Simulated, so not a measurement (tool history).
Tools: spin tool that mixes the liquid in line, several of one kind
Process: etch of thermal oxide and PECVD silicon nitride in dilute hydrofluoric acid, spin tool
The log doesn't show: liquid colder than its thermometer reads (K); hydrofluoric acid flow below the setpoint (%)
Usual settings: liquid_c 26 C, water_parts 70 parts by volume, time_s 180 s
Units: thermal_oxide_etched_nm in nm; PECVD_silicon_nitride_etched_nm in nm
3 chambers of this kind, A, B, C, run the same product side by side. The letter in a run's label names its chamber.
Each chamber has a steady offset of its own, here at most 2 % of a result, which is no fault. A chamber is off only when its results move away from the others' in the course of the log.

run	hour	liquid_c	water_parts	time_s	hours since the thermometer was replaced	hours since the hydrofluoric acid flow meter was replaced	read-back film thickness of the thermal oxide reference wafer, read on the same gauge (nm)	read-back film thickness of the PECVD silicon nitride reference wafer, read on the same gauge (nm)	thermal_oxide_etched_nm	PECVD_silicon_nitride_etched_nm
1B	9	26	70	180	267.3	371.9	49.976	30.011	13.39	10.079
2A	16.2	26	70	180	1211.9	457.3	49.981	30.028	13.504	9.7504
3C	23.5	26	70	180	432.8	907	49.983	29.984	13.461	10.065
4C	36.3	26	70	180	445.6	919.8	49.986	30.014	13.427	9.9728
5B	44.1	26	70	245	302.4	407	50.054	29.996	18.426	13.645
6A	54.1	26	70	245	1249.8	495.2	50.01	29.975	18.31	13.37
7B	66.1	26	70	245	324.4	429	49.956	29.988	18.099	13.553
8C	78.3	26	70	180	487.6	961.8	50.019	30.031	13.538	10.049
# hour 83.1: chamber B: hydrofluoric acid flow meter replaced
9A	93.6	26	70	180	1289.3	534.7	49.947	30.045	13.387	9.7713
10A	101.1	26	70	180	1296.8	542.2	50.028	29.977	13.462	9.829
11B	112	23	70	235	370.3	28.9	49.973	29.974	15.499	10.676
12C	120.6	23	70	235	529.9	1004.1	50.002	29.996	15.707	10.808
13B	130.5	23	70	235	388.8	47.4	49.949	29.995	15.615	10.634
14C	141	26	50	180	550.3	1024.5	50.011	30.02	19.473	13.977
15A	150.6	26	50	180	1346.3	591.7	49.996	30.015	19.426	13.749
16B	157.9	26	50	180	416.2	74.8	49.924	30.024	19.436	13.989
17A	164.9	26	70	180	1360.6	606	50.003	30.019	13.371	9.8138
18C	174.1	26	70	180	583.4	1057.6	50.019	29.999	13.573	10.134
19B	181.3	26	70	180	439.6	98.2	50.031	30.02	13.463	9.9411
20A	190.3	26	60	180	1386	631.4	49.994	30.01	15.588	11.329
21C	205.4	26	60	180	614.7	1088.9	50.014	29.966	15.896	11.659
22B	220.2	26	60	180	478.5	137.1	49.96	29.979	15.934	11.635
23C	234.3	26	70	180	643.6	1117.8	50.019	30.016	13.543	10.215
24A	242.8	26	70	285	1438.5	683.9	49.973	30.032	20.929	15.066
25B	256.5	26	70	285	514.8	173.4	49.977	29.99	21.247	15.822
26A	265.9	26	70	285	1461.6	707	49.962	30.019	20.532	14.849
27C	275.7	26	70	180	685	1159.2	50.004	30.023	13.517	10.271
28B	287.2	26	70	180	545.5	204.1	50.029	30.007	13.536	10.05
29C	297	26	70	180	706.3	1180.5	49.982	30.015	13.688	9.9304
30A	309	26	70	180	1504.7	750.1	50.042	30.026	12.835	9.354
31C	316.3	26	70	180	725.6	1199.8	49.962	29.989	13.577	10.195
32B	329.1	26	70	180	587.4	246	50.005	30.019	13.259	9.995
33A	338.8	26	70	180	1534.5	779.9	50.007	30.017	12.895	9.184
34C	354.6	26	70	180	763.9	1238.1	49.981	30.001	13.452	10.194
35A	363	26	70	180	1558.7	804.1	49.987	30.008	12.757	9.3572
36B	371.6	26	70	180	629.9	288.5	50.044	30.005	13.573	9.9911
37B	386.1	26	70	180	644.4	303	49.994	30.027	13.42	9.8803
38A	400.8	26	70	180	1596.5	841.9	50	29.978	12.796	9.0879

All 3 chambers run these settings next. Forecast each chamber's results:
39A	412.3	21.5	70	180					?	?
39B	412.3	21.5	70	180					?	?
39C	412.3	21.5	70	180					?	?

run	thermal_oxide_etched_nm	PECVD_silicon_nitride_etched_nm
39A	10.488	6.7877
39B	11.214	7.4031
39C	11.311	7.4118
